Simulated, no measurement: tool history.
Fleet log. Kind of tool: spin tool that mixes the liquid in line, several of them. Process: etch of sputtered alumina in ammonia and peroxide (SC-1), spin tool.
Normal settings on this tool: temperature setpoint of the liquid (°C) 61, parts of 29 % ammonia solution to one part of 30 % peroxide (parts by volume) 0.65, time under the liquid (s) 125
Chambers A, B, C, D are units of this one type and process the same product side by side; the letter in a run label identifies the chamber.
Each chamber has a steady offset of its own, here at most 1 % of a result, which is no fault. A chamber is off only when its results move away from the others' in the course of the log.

run	hour	temperature setpoint of the liquid (°C)	parts of 29 % ammonia solution to one part of 30 % peroxide (parts by volume)	time under the liquid (s)	read-back film thickness of the sputtered alumina reference wafer, read on the same gauge (nm)	thickness taken off the sputtered alumina on a monitor wafer (nm)
1A	9.3	61	0.65	125	120	13.931
2D	18.8	61	0.65	125	120.01	13.919
3B	26.1	61	0.65	125	120	14.01
4C	39.2	61	0.65	125	119.99	13.649
# hour 45.4: chamber A: new drum of ammonia solution connected
5D	47.3	61	0.65	125	120.01	13.692
6C	55.1	68.5	0.65	165	120	26.586
7A	67.8	68.5	0.65	165	120	26.59
8B	78.4	68.5	0.65	165	119.97	26.795
9C	87.7	68.5	0.65	165	119.99	26.717
10A	96.3	61	0.65	125	119.99	13.93
11B	105.1	61	0.65	125	119.97	13.976
12D	111.4	61	0.65	125	119.97	13.715
13A	120	61	0.65	125	120	13.853
14C	128.1	61	0.65	125	119.98	13.932
# hour 129.2: chamber C: new drum of ammonia solution connected
15B	139.9	61	0.65	125	119.99	14.018
# hour 143.2: chamber D: heated supply line repaired
16D	148.1	61	0.65	125	120.02	13.908
# hour 153.6: chamber D: new drum of ammonia solution connected
17D	154.5	61	0.65	125	120.02	13.798
18C	164.7	61	0.65	125	119.97	13.912
# hour 168.5: chamber B: thermometer replaced
19A	172.6	61	0.65	125	120	13.803
# hour 184: chamber D: ammonia flow meter replaced
20B	186	61	0.65	125	120.01	13.919
# hour 193.1: chamber A: thermometer replaced
21A	197.5	61	0.65	125	120.02	13.939
22D	209	61	0.65	125	120	13.828
23B	220.3	61	0.65	125	120	13.954
24C	229.4	61	0.65	125	119.98	13.823
25C	237.9	61	0.65	125	119.99	13.744
26D	249.2	61	0.75	180	119.99	20.159
27A	255	61	0.75	180	119.98	20.035

All chambers now run identical settings, listed one chamber a line with results as question marks. What results will each chamber show?
28A	264.7	61	0.65	160		?
28B	264.7	61	0.65	160		?
28C	264.7	61	0.65	160		?
28D	264.7	61	0.65	160		?

run	thickness taken off the sputtered alumina on a monitor wafer (nm)
28A	17.628
28B	17.857
28C	17.806
28D	17.728
